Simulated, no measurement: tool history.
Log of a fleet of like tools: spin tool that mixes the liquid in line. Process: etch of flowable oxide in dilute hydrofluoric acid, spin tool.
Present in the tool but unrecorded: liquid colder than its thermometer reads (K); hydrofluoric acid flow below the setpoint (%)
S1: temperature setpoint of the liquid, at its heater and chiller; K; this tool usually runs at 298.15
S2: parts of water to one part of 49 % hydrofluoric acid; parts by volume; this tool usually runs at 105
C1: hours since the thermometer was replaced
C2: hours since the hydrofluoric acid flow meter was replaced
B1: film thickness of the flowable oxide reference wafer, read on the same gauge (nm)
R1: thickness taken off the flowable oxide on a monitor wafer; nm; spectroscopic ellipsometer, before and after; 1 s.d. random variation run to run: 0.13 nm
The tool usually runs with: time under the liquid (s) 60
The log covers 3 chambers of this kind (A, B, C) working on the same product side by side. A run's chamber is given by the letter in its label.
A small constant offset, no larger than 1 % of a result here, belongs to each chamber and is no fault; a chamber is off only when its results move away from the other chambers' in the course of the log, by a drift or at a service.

Run 1B, hour 8: usual settings; C1 274.6; C2 1123.4; B1 90.009. Result: R1 21.668 nm.
Run 2A, hour 12.7: usual settings; C1 1486.5; C2 677.6; B1 89.992. Result: R1 21.538 nm.
Run 3C, hour 16.9: usual settings; C1 424.9; C2 214.8; B1 90.025. Result: R1 21.847 nm.
Run 4B, hour 25: usual settings; C1 291.6; C2 1140.4; B1 89.999. Result: R1 21.5 nm.
At hour 29.4: chamber B: hydrofluoric acid flow meter replaced.
Run 5C, hour 29.8: usual settings; C1 437.8; C2 227.7; B1 90.006. Result: R1 21.843 nm.
Run 6A, hour 37.5: usual settings; C1 1511.3; C2 702.4; B1 89.982. Result: R1 21.626 nm.
Run 7A, hour 43.9: usual settings; C1 1517.7; C2 708.8; B1 89.99. Result: R1 21.639 nm.
Run 8B, hour 49.4: usual settings; C1 316; C2 20.1; B1 89.995. Result: R1 21.908 nm.
Run 9C, hour 57.7: usual settings; C1 465.7; C2 255.6; B1 89.99. Result: R1 21.675 nm.
Run 10B, hour 63.4: usual settings; C1 330; C2 34.1; B1 89.99. Result: R1 21.711 nm.
Run 11C, hour 71.1: usual settings; C1 479.1; C2 269; B1 89.986. Result: R1 21.764 nm.
Run 12A, hour 79.4: usual settings; C1 1553.2; C2 744.3; B1 89.998. Result: R1 21.639 nm.
Run 13B, hour 85.8: usual settings; C1 352.4; C2 56.5; B1 89.983. Result: R1 21.667 nm.
Run 14C, hour 93.6: usual settings; C1 501.6; C2 291.5; B1 89.975. Result: R1 21.719 nm.
Run 15A, hour 97.9: usual settings but S1 301.15 K; C1 1571.7; C2 762.8; B1 90.007. Result: R1 24.438 nm.
Run 16C, hour 106.3: usual settings but S1 301.15 K; C1 514.3; C2 304.2; B1 90.005. Result: R1 24.42 nm.
Run 17A, hour 113.3: usual settings but S1 301.15 K; C1 1587.1; C2 778.2; B1 89.989. Result: R1 24.483 nm.
Run 18B, hour 119.1: usual settings; C1 385.7; C2 89.8; B1 90. Result: R1 21.279 nm.
Run 19C, hour 126.6: usual settings; C1 534.6; C2 324.5; B1 90.006. Result: R1 22.055 nm.
Run 20B, hour 133.8: usual settings; C1 400.4; C2 104.5; B1 89.994. Result: R1 21.139 nm.
Run 21A, hour 138.7: usual settings; C1 1612.5; C2 803.6; B1 90.01. Result: R1 21.696 nm.
Run 22B, hour 146.7: usual settings; C1 413.3; C2 117.4; B1 90.002. Result: R1 21.133 nm.
Run 23A, hour 151.2: usual settings; C1 1625; C2 816.1; B1 89.997. Result: R1 21.699 nm.
Run 24C, hour 159.1: usual settings but time under the liquid (s) 75; C1 567.1; C2 357; B1 90.01. Result: R1 27.06 nm.
Run 25A, hour 163.3: usual settings but time under the liquid (s) 75; C1 1637.1; C2 828.2; B1 89.991. Result: R1 27.188 nm.
Run 26B, hour 171.1: usual settings but time under the liquid (s) 75; C1 437.7; C2 141.8; B1 89.989. Result: R1 25.793 nm.
Run 27C, hour 179.5: usual settings; C1 587.5; C2 377.4; B1 89.978. Result: R1 21.755 nm.
Run 28B, hour 184: usual settings; C1 450.6; C2 154.7; B1 89.99. Result: R1 20.499 nm.
Run 29C, hour 190.3: usual settings; C1 598.3; C2 388.2; B1 90.007. Result: R1 21.79 nm.
Run 30A, hour 196.6: usual settings but S1 295.65 K, S2 125 parts by volume; C1 1670.4; C2 861.5; B1 89.969. Result: R1 16.117 nm.
Run 31A, hour 201: usual settings but S1 295.65 K, S2 125 parts by volume; C1 1674.8; C2 865.9; B1 89.99. Result: R1 16.096 nm.
Run 32B, hour 206.9: usual settings but S1 295.65 K, S2 125 parts by volume; C1 473.5; C2 177.6; B1 90. Result: R1 15.238 nm.
Run 33C, hour 215.4: usual settings; C1 623.4; C2 413.3; B1 89.977. Result: R1 21.76 nm.

Predict what each chamber gives when all 3 of them run the settings below next.
Run 34A, hour 221.6: usual settings. Result: R1 ?.
Run 34B, hour 221.6: usual settings. Result: R1 ?.
Run 34C, hour 221.6: usual settings. Result: R1 ?.

run      R1
34A  21.712
34B  20.197
34C  21.793
